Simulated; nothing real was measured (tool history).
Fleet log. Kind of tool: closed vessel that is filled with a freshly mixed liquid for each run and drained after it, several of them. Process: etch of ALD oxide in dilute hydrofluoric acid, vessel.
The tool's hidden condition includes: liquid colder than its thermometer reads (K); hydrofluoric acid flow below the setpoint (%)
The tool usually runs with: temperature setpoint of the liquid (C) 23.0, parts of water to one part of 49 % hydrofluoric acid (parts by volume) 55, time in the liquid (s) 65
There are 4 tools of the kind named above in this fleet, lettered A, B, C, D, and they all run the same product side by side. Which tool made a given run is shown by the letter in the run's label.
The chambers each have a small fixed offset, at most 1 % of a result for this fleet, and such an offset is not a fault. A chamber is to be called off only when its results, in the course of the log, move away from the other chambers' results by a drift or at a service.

run	day	temperature setpoint of the liquid (C)	parts of water to one part of 49 % hydrofluoric acid (parts by volume)	time in the liquid (s)	hours since the thermometer was replaced	hours since the hydrofluoric acid flow meter was replaced	read-back film thickness of the ALD oxide reference wafer, read on the same gauge (nm)	thickness taken off the ALD oxide on a monitor wafer (nm)
1D	0.433	23.0	55	65	1090.5	57.3	39.976	20.878
2C	0.975	23.0	55	65	765.5	1371.7	39.977	21.140
# day 1.083: chamber C: hydrofluoric acid flow meter replaced
3A	1.554	23.0	55	65	361.8	616.1	40.000	21.269
4B	2.012	23.0	55	65	868.4	894.4	39.998	21.228
5A	2.462	23.0	55	65	383.6	637.9	40.023	21.479
6B	2.800	23.0	25	65	887.3	913.3	40.021	48.061
7C	3.283	23.0	25	65	820.9	52.9	39.980	49.535
# day 3.562: chamber B: hydrofluoric acid flow meter replaced
8D	3.808	23.0	25	65	1171.5	138.3	39.959	47.443
9B	4.200	23.0	25	65	920.9	15.3	39.993	48.145
10C	4.862	23.0	55	65	858.8	90.8	39.976	21.166
11A	5.379	23.0	65	95	453.6	707.9	40.000	25.850
12D	5.958	23.0	65	95	1223.1	189.9	39.985	26.005
13D	6.496	23.0	65	95	1236.0	202.8	39.994	26.306
14A	6.942	23.0	65	95	491.1	745.4	39.990	25.913
15B	7.275	23.0	55	65	994.7	89.1	39.971	20.486
16C	7.708	23.0	55	65	927.1	159.1	39.996	21.115
17A	8.179	23.0	55	65	520.8	775.1	39.996	21.086
18C	8.488	23.0	55	65	945.8	177.8	40.003	21.406
19B	8.933	23.0	55	65	1034.5	128.9	40.039	20.695
20D	9.571	23.0	55	65	1309.8	276.6	40.017	20.926
21D	9.883	23.0	55	65	1317.3	284.1	40.016	21.103
22B	10.212	23.0	55	65	1065.2	159.6	40.014	20.210
23C	10.592	20.0	55	65	996.3	228.3	39.970	18.810
24A	10.954	20.0	55	65	587.4	841.7	39.998	18.745
25B	11.458	20.0	55	65	1095.1	189.5	39.993	17.754
26A	11.829	20.0	55	65	608.4	862.7	40.020	18.729
27C	12.321	23.0	55	65	1037.8	269.8	40.002	21.510
28D	12.717	27.5	55	65	1385.3	352.1	40.001	25.203
29A	13.133	27.5	55	65	639.7	894.0	39.985	25.289
30B	13.721	27.5	55	65	1149.4	243.8	40.007	24.157
31C	14.021	27.5	55	65	1078.6	310.6	40.006	25.451
32D	14.688	23.0	55	65	1432.6	399.4	39.999	21.071
33D	15.050	23.0	55	65	1441.3	408.1	40.005	21.127
34B	15.492	23.0	55	65	1191.9	286.3	39.992	20.021
35C	15.817	23.0	55	65	1121.7	353.7	40.008	21.343
36A	16.421	23.0	55	65	718.6	972.9	39.954	21.446
37B	16.900	23.0	55	65	1225.7	320.1	39.961	19.684
38C	17.300	23.0	55	65	1157.3	389.3	40.021	21.420
39A	17.758	23.0	55	65	750.7	1005.0	39.999	20.936
40D	18.117	23.0	55	65	1514.9	481.7	39.991	21.174

The same settings go to every chamber for the next run, one line per chamber below. Forecast the results for each:
41A	18.604	23.0	55	65				?
41B	18.604	23.0	55	65				?
41C	18.604	23.0	55	65				?
41D	18.604	23.0	55	65				?

run	thickness taken off the ALD oxide on a monitor wafer (nm)
41A	21.317
41B	19.611
41C	21.208
41D	21.161
